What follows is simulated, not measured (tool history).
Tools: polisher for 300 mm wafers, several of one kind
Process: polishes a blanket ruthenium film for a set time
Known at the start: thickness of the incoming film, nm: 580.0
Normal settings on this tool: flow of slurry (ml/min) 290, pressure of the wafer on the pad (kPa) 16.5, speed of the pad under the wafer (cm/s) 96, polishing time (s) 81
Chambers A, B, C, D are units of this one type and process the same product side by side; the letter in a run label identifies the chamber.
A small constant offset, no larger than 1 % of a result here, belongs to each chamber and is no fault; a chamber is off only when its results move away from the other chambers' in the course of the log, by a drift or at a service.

run   hour  flow of slurry (ml/min)  pressure of the wafer on the pad (kPa)  speed of the pad under the wafer (cm/s)  polishing time (s)  wafers polished on this pad  hours since the slurry nozzle was cleaned  hours since the head pressure was calibrated  film removed (nm)
 1B    4.5                      290                                    16.5                                       96                  81                          517                                      328.5                                         180.3             110.57
 2A    8.8                      290                                    16.5                                       96                  81                          206                                      260.8                                           577             108.85
 3C   14.1                      290                                    16.5                                       96                  81                          525                                      753.5                                          71.1             109.31
 4D   17.8                      290                                    16.5                                       96                  81                          659                                      800.1                                         901.5             105.86
 5D   21.7                      350                                    16.5                                       66                  81                          699                                        804                                         905.4             74.781
 6B   28.3                      350                                    16.5                                       66                  81                          759                                      352.3                                         204.1             75.432
      29.3  -- chamber D: worn pad replaced by a new one
 7A   31.9                      350                                    16.5                                       66                  81                          441                                      283.9                                         600.1             76.573
 8C   38.3                      350                                    16.5                                       66                  81                          771                                      777.7                                          95.3             75.813
 9C   46.2                      360                                    16.5                                       96                  90                          851                                      785.6                                         103.2             123.12
      49.8  -- chamber D: head pressure recalibrated
10A   50.9                      360                                    16.5                                       96                  90                          634                                      302.9                                         619.1              120.3
11B   56.6                      360                                    16.5                                       96                  90                         1047                                      380.6                                         232.4             121.83
        59  -- chamber D: slurry nozzle cleaned
12D   63.6                      360                                    16.5                                       96                  90                          349                                        4.7                                          13.8             114.18
13C   69.7                      290                                    16.5                                       96                  81                         1090                                      809.1                                         126.7             109.21
14D   74.7                      290                                    16.5                                       96                  81                          462                                       15.8                                          24.9              102.4
      77.3  -- chamber A: head pressure recalibrated
15B   78.8                      290                                    16.5                                       96                  81                         1273                                      402.8                                         254.6             108.92
16A   86.1                      290                                    16.5                                       96                  81                          992                                      338.1                                           8.8             106.85
      86.3  -- chamber C: worn pad replaced by a new one
17A   91.3                      290                                    16.5                                       96                  81                         1045                                      343.3                                            14             107.71
      91.4  -- chamber B: worn pad replaced by a new one
        95  -- chamber A: worn pad replaced by a new one
18B   96.9                      290                                    16.5                                       96                  81                           56                                      420.9                                         272.7             108.93
19C  104.9                      290                                    16.5                                       96                  81                          189                                      844.3                                         161.9             107.86
     111.2  -- chamber D: worn pad replaced by a new one
20D  111.3                      290                                    16.5                                       96                  55                            1                                       52.4                                          61.5             68.268
21B  115.1                      290                                    16.5                                       96                  55                          241                                      439.1                                         290.9             74.173
22A  120.5                      290                                    16.5                                       96                  55                          259                                      372.5                                          43.2             72.611
23D  124.1                      290                                    16.5                                       96                  55                          131                                       65.2                                          74.3             68.195
24C  130.8                      385                                    16.5                                       96                  81                          452                                      870.2                                         187.8             110.36
25A  138.6                      385                                    16.5                                       96                  81                          443                                      390.6                                          61.3             110.61
26B    145                      385                                    16.5                                       96                  81                          545                                        469                                         320.8             110.01
27D  150.6                      385                                    16.5                                       96                  81                          401                                       91.7                                         100.8             103.84
28C  155.4                      290                                    16.5                                       96                  81                          702                                      894.8                                         212.4             108.75
29D  160.4                      290                                    16.5                                       96                  81                          500                                      101.5                                         110.6             100.13
30B  164.9                      290                                    16.5                                       96                  81                          747                                      488.9                                         340.7             109.76

Next, every chamber runs the same settings. What will each give?
31A  170.8                      290                                    16.5                                       96                  81                                                                                                                                        ?
31B  170.8                      290                                    16.5                                       96                  81                                                                                                                                        ?
31C  170.8                      290                                    16.5                                       96                  81                                                                                                                                        ?
31D  170.8                      290                                    16.5                                       96                  81                                                                                                                                        ?

run  film removed (nm)
31A             108.95
31B             109.64
31C             109.91
31D             100.85
